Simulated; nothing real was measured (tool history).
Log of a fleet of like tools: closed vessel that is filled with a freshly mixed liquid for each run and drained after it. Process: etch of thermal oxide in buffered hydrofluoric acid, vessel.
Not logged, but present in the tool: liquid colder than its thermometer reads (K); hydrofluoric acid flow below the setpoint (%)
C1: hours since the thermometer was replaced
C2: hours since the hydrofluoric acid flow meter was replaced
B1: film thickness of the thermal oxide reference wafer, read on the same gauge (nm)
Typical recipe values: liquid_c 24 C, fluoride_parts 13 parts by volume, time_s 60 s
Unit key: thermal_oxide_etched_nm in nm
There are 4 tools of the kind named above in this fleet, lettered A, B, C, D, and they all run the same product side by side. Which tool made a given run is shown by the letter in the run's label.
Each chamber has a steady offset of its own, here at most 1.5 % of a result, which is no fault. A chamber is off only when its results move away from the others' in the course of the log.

Run 1C, hour 13.1: usual settings; C1 447.7; C2 308.4; B1 69.988. Result: thermal_oxide_etched_nm 50.91 nm.
Run 2D, hour 23.4: usual settings; C1 264.6; C2 64; B1 69.996. Result: thermal_oxide_etched_nm 51.274 nm.
Run 3B, hour 39.6: usual settings; C1 1753.6; C2 744.5; B1 70.037. Result: thermal_oxide_etched_nm 50.618 nm.
Run 4A, hour 51.5: usual settings; C1 997.9; C2 1159.6; B1 69.998. Result: thermal_oxide_etched_nm 50.873 nm.
Run 5B, hour 66.8: usual settings; C1 1780.8; C2 771.7; B1 70.041. Result: thermal_oxide_etched_nm 51.081 nm.
Run 6C, hour 80.1: usual settings; C1 514.7; C2 375.4; B1 69.983. Result: thermal_oxide_etched_nm 50.996 nm.
Run 7A, hour 89.9: usual settings; C1 1036.3; C2 1198; B1 70.005. Result: thermal_oxide_etched_nm 50.53 nm.
Run 8D, hour 103.5: usual settings; C1 344.7; C2 144.1; B1 70.009. Result: thermal_oxide_etched_nm 50.941 nm.
Run 9C, hour 113.5: usual settings; C1 548.1; C2 408.8; B1 69.993. Result: thermal_oxide_etched_nm 51.021 nm.
Run 10D, hour 125.8: usual settings; C1 367; C2 166.4; B1 69.966. Result: thermal_oxide_etched_nm 50.913 nm.
At hour 127.9: chamber A: thermometer replaced.
Run 11A, hour 133: usual settings; C1 5.2; C2 1241.1; B1 70.003. Result: thermal_oxide_etched_nm 50.903 nm.
Run 12B, hour 149.1: usual settings but liquid_c 27.5 C, time_s 85 s; C1 1863.1; C2 854; B1 70.007. Result: thermal_oxide_etched_nm 88.053 nm.
Run 13B, hour 162.4: usual settings but liquid_c 27.5 C, time_s 85 s; C1 1876.4; C2 867.3; B1 69.986. Result: thermal_oxide_etched_nm 86.692 nm.
Run 14C, hour 177.1: usual settings but liquid_c 27.5 C, time_s 85 s; C1 611.7; C2 472.4; B1 69.997. Result: thermal_oxide_etched_nm 85.395 nm.
Run 15A, hour 189.5: usual settings but liquid_c 27.5 C, time_s 85 s; C1 61.7; C2 1297.6; B1 70.018. Result: thermal_oxide_etched_nm 87.362 nm.
Run 16D, hour 203.8: usual settings; C1 445; C2 244.4; B1 70.029. Result: thermal_oxide_etched_nm 51.107 nm.
Run 17C, hour 215.5: usual settings; C1 650.1; C2 510.8; B1 70.019. Result: thermal_oxide_etched_nm 50.013 nm.
Run 18D, hour 225.2: usual settings; C1 466.4; C2 265.8; B1 69.977. Result: thermal_oxide_etched_nm 51.094 nm.
Run 19A, hour 232.9: usual settings; C1 105.1; C2 1341; B1 69.998. Result: thermal_oxide_etched_nm 50.101 nm.
Run 20B, hour 244.8: usual settings; C1 1958.8; C2 949.7; B1 70. Result: thermal_oxide_etched_nm 51.45 nm.
Run 21C, hour 255.2: usual settings but liquid_c 27.5 C; C1 689.8; C2 550.5; B1 70.004. Result: thermal_oxide_etched_nm 59.64 nm.
Run 22A, hour 265.2: usual settings but liquid_c 27.5 C; C1 137.4; C2 1373.3; B1 69.991. Result: thermal_oxide_etched_nm 61.091 nm.
Run 23D, hour 274.1: usual settings but liquid_c 27.5 C; C1 515.3; C2 314.7; B1 70.043. Result: thermal_oxide_etched_nm 61.493 nm.
Run 24B, hour 286.6: usual settings but liquid_c 27.5 C; C1 2000.6; C2 991.5; B1 70.026. Result: thermal_oxide_etched_nm 61.221 nm.
Run 25B, hour 299.7: usual settings; C1 2013.7; C2 1004.6; B1 70.02. Result: thermal_oxide_etched_nm 50.908 nm.
Run 26C, hour 307.1: usual settings; C1 741.7; C2 602.4; B1 70.02. Result: thermal_oxide_etched_nm 49.083 nm.
Run 27D, hour 322.8: usual settings but time_s 40 s; C1 564; C2 363.4; B1 70.005. Result: thermal_oxide_etched_nm 34.305 nm.
At hour 330.8: chamber D: thermometer replaced.
Run 28A, hour 335.9: usual settings but time_s 40 s; C1 208.1; C2 1444; B1 69.971. Result: thermal_oxide_etched_nm 34.231 nm.
Run 29D, hour 347.3: usual settings but time_s 40 s; C1 16.6; C2 387.9; B1 70.007. Result: thermal_oxide_etched_nm 33.922 nm.
Run 30B, hour 363.2: usual settings but time_s 40 s; C1 2077.2; C2 1068.1; B1 70.038. Result: thermal_oxide_etched_nm 33.62 nm.
Run 31A, hour 379.1: usual settings; C1 251.3; C2 1487.2; B1 70.016. Result: thermal_oxide_etched_nm 50.357 nm.
Run 32C, hour 390.5: usual settings but liquid_c 20.5 C, time_s 35 s; C1 825.1; C2 685.8; B1 69.962. Result: thermal_oxide_etched_nm 23.109 nm.
Run 33C, hour 402.9: usual settings but liquid_c 20.5 C, time_s 35 s; C1 837.5; C2 698.2; B1 69.976. Result: thermal_oxide_etched_nm 22.927 nm.
Run 34B, hour 411.4: usual settings but liquid_c 20.5 C, time_s 35 s; C1 2125.4; C2 1116.3; B1 70.022. Result: thermal_oxide_etched_nm 24.567 nm.
Run 35D, hour 423.9: usual settings but liquid_c 20.5 C, time_s 35 s; C1 93.2; C2 464.5; B1 69.999. Result: thermal_oxide_etched_nm 24.98 nm.

One chamber off, gauge drift, or nothing amiss beyond the chambers' own small offsets? If it is a chamber, which one, and what is the likeliest cause?

It is chamber C that slowly wanders off from its peers.
Cause: liquid colder than its thermometer reads (K) = 1.06.
It could be hard to tell apart here from: hydrofluoric acid flow below the setpoint (%).

Here are 4 candidates for chamber C's next run, each the usual settings with a change, their results left as question marks. Which one brings its results back in line with what the others give on the usual settings?
Allowed miss from the other chambers' usual-settings mean, per result, to count as in line: thermal_oxide_etched_nm 1.4 nm
Run 36C-1, hour 435.5: usual settings but fluoride_parts 14 parts by volume. Result: thermal_oxide_etched_nm ?.
Run 36C-2, hour 435.5: usual settings but liquid_c 23.5 C. Result: thermal_oxide_etched_nm ?.
Run 36C-3, hour 435.5: usual settings but liquid_c 24.5 C. Result: thermal_oxide_etched_nm ?.
Run 36C-4, hour 435.5: usual settings but time_s 65 s. Result: thermal_oxide_etched_nm ?.

Average result of the remaining chambers running the usual settings: thermal_oxide_etched_nm 50.996 nm
  run  thermal_oxide_etched_nm
36C-1                   44.415
36C-2                   46.451
36C-3                   49.048
36C-4                   51.698
With 36C-4, the chamber falls back in line with the rest.
